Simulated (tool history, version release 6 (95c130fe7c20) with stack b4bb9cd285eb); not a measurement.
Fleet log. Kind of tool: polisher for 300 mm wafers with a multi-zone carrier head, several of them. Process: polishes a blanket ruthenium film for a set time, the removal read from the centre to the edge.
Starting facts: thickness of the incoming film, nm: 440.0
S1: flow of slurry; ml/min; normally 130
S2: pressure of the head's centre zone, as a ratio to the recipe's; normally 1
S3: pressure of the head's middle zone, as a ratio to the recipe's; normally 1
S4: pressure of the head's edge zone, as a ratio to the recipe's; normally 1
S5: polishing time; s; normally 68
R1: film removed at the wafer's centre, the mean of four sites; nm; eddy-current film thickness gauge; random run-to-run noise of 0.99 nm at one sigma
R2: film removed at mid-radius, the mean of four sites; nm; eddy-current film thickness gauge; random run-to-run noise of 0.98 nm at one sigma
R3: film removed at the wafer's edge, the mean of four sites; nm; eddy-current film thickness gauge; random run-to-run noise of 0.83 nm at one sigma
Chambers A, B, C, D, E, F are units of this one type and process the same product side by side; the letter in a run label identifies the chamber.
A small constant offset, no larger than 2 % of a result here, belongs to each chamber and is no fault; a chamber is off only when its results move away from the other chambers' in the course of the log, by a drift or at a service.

At hour 0.6: chamber C: slurry nozzle cleaned.
Run 1F, hour 9.8: usual settings. Result: R1 73.059 nm, R2 74.675 nm, R3 73.722 nm.
At hour 12.4: chamber B: slurry nozzle cleaned.
Run 2E, hour 18.7: usual settings. Result: R1 73.625 nm, R2 73.491 nm, R3 72.991 nm.
At hour 21.4: chamber D: worn pad replaced by a new one.
Run 3C, hour 29.5: usual settings. Result: R1 71.913 nm, R2 71.409 nm, R3 73.378 nm.
At hour 34.6: chamber E: worn pad replaced by a new one.
Run 4A, hour 39: usual settings. Result: R1 72.311 nm, R2 74.799 nm, R3 73.635 nm.
Run 5B, hour 44.1: usual settings. Result: R1 74.803 nm, R2 74.174 nm, R3 72.757 nm.
At hour 53.7: chamber F: worn pad replaced by a new one.
Run 6D, hour 54.4: usual settings but S2 0.9, S5 57 s. Result: R1 55.012 nm, R2 61.221 nm, R3 62.781 nm.
At hour 57.6: chamber E: centre zone pressure recalibrated.
Run 7C, hour 63.8: usual settings but S2 0.9, S5 57 s. Result: R1 53.212 nm, R2 61.155 nm, R3 61.482 nm.
Run 8E, hour 73.4: usual settings but S2 0.9, S5 57 s. Result: R1 54.739 nm, R2 61.578 nm, R3 62.274 nm.
At hour 75.2: chamber B: worn pad replaced by a new one.
Run 9A, hour 79.6: usual settings but S2 0.9, S5 57 s. Result: R1 54.243 nm, R2 61.848 nm, R3 63.278 nm.
At hour 85.8: chamber A: worn pad replaced by a new one.
Run 10F, hour 87.3: usual settings but S2 0.9, S5 57 s. Result: R1 55.891 nm, R2 62.139 nm, R3 61.34 nm.
Run 11B, hour 92.5: usual settings but S2 0.9, S5 57 s. Result: R1 55.837 nm, R2 60.735 nm, R3 62.127 nm.
Run 12D, hour 98.8: usual settings. Result: R1 74.208 nm, R2 75.131 nm, R3 74.258 nm.
At hour 99.7: chamber D: worn pad replaced by a new one.
At hour 100.4: chamber C: worn pad replaced by a new one.
Run 13A, hour 107.6: usual settings but S2 1.07, S4 1.06. Result: R1 79.163 nm, R2 71.997 nm, R3 76.947 nm.
Run 14C, hour 114.4: usual settings but S2 1.07, S4 1.06. Result: R1 77.62 nm, R2 73.831 nm, R3 76.134 nm.
Run 15E, hour 124.8: usual settings but S2 1.07, S4 1.06. Result: R1 78.329 nm, R2 74.757 nm, R3 76.887 nm.
Run 16D, hour 135.4: usual settings but S2 1.07, S4 1.06. Result: R1 80.203 nm, R2 73.961 nm, R3 76.759 nm.
At hour 140.4: chamber D: slurry nozzle cleaned.
Run 17B, hour 145.6: usual settings but S2 1.07, S4 1.06. Result: R1 79.386 nm, R2 71.6 nm, R3 77.853 nm.
Run 18F, hour 150.7: usual settings but S2 1.07, S4 1.06. Result: R1 79.802 nm, R2 73.834 nm, R3 76.6 nm.
Run 19D, hour 157.9: usual settings. Result: R1 72.264 nm, R2 73.358 nm, R3 74.696 nm.
Run 20A, hour 164.2: usual settings. Result: R1 72.868 nm, R2 74.041 nm, R3 73.819 nm.
At hour 165.6: chamber B: worn pad replaced by a new one.
At hour 166: chamber A: slurry nozzle cleaned.
Run 21B, hour 172.4: usual settings. Result: R1 74.659 nm, R2 71.868 nm, R3 75.19 nm.
Run 22C, hour 183.4: usual settings but S3 1.04. Result: R1 74.277 nm, R2 78.113 nm, R3 75.276 nm.
Run 23E, hour 189.6: usual settings but S3 1.04. Result: R1 73.746 nm, R2 77.09 nm, R3 74.417 nm.
At hour 191.1: chamber E: worn pad replaced by a new one.
At hour 198: chamber D: worn pad replaced by a new one.
Run 24F, hour 200.1: usual settings but S3 1.04. Result: R1 73.929 nm, R2 77.365 nm, R3 74.087 nm.
Run 25C, hour 210.5: usual settings but S3 1.04. Result: R1 72.567 nm, R2 75.913 nm, R3 72.984 nm.
Run 26B, hour 215.6: usual settings but S3 1.04. Result: R1 74.173 nm, R2 74.564 nm, R3 75.17 nm.
At hour 216.6: chamber A: worn pad replaced by a new one.
At hour 219.1: chamber F: worn pad replaced by a new one.
Run 27D, hour 224.6: usual settings but S3 1.04. Result: R1 72.983 nm, R2 76.23 nm, R3 73.539 nm.
At hour 229.1: chamber C: slurry nozzle cleaned.
Run 28F, hour 235.6: usual settings. Result: R1 74.903 nm, R2 73.777 nm, R3 73.105 nm.
Run 29A, hour 243: usual settings. Result: R1 72.859 nm, R2 74.672 nm, R3 75.338 nm.
Run 30E, hour 253.8: usual settings. Result: R1 74.305 nm, R2 72.901 nm, R3 73.457 nm.
At hour 256.2: chamber C: worn pad replaced by a new one.
At hour 256.7: chamber E: slurry nozzle cleaned.
Run 31A, hour 258.7: usual settings but S5 76 s. Result: R1 82.241 nm, R2 82.275 nm, R3 84.108 nm.
Run 32E, hour 264.2: usual settings but S5 76 s. Result: R1 82.96 nm, R2 80.686 nm, R3 82.418 nm.
At hour 267.7: chamber B: worn pad replaced by a new one.
At hour 272.6: chamber F: slurry nozzle cleaned.
Run 33B, hour 275.4: usual settings but S5 76 s. Result: R1 83.742 nm, R2 83.425 nm, R3 82.006 nm.
Run 34C, hour 282.6: usual settings but S5 76 s. Result: R1 79.585 nm, R2 80.995 nm, R3 82.461 nm.
Run 35F, hour 288.6: usual settings but S5 76 s. Result: R1 82.379 nm, R2 82.14 nm, R3 81.592 nm.
Run 36D, hour 296.2: usual settings but S5 76 s. Result: R1 80.855 nm, R2 81.713 nm, R3 81.642 nm.
At hour 296.7: chamber D: worn pad replaced by a new one.
Run 37E, hour 304.2: usual settings. Result: R1 72.708 nm, R2 74.312 nm, R3 75.934 nm.
Run 38F, hour 312.5: usual settings. Result: R1 74.616 nm, R2 73.479 nm, R3 73.191 nm.
Run 39A, hour 318.8: usual settings. Result: R1 73.016 nm, R2 71.924 nm, R3 74.26 nm.
Run 40D, hour 326.7: usual settings but S4 1.05, S5 91 s. Result: R1 98.773 nm, R2 100.26 nm, R3 102.29 nm.
Run 41C, hour 332.5: usual settings but S4 1.05, S5 91 s. Result: R1 96.962 nm, R2 99.015 nm, R3 100.41 nm.
Run 42B, hour 341.2: usual settings but S4 1.05, S5 91 s. Result: R1 99.126 nm, R2 97.031 nm, R3 100.08 nm.

Decide between three cases: one chamber stands off from its peers, the gauge reading all wafers drifts, or nothing is wrong past each chamber's small offset. Where a chamber is off, say which and what most likely put it there.

All chambers stay in line apart from their small fixed offsets, and the gauge does not drift.
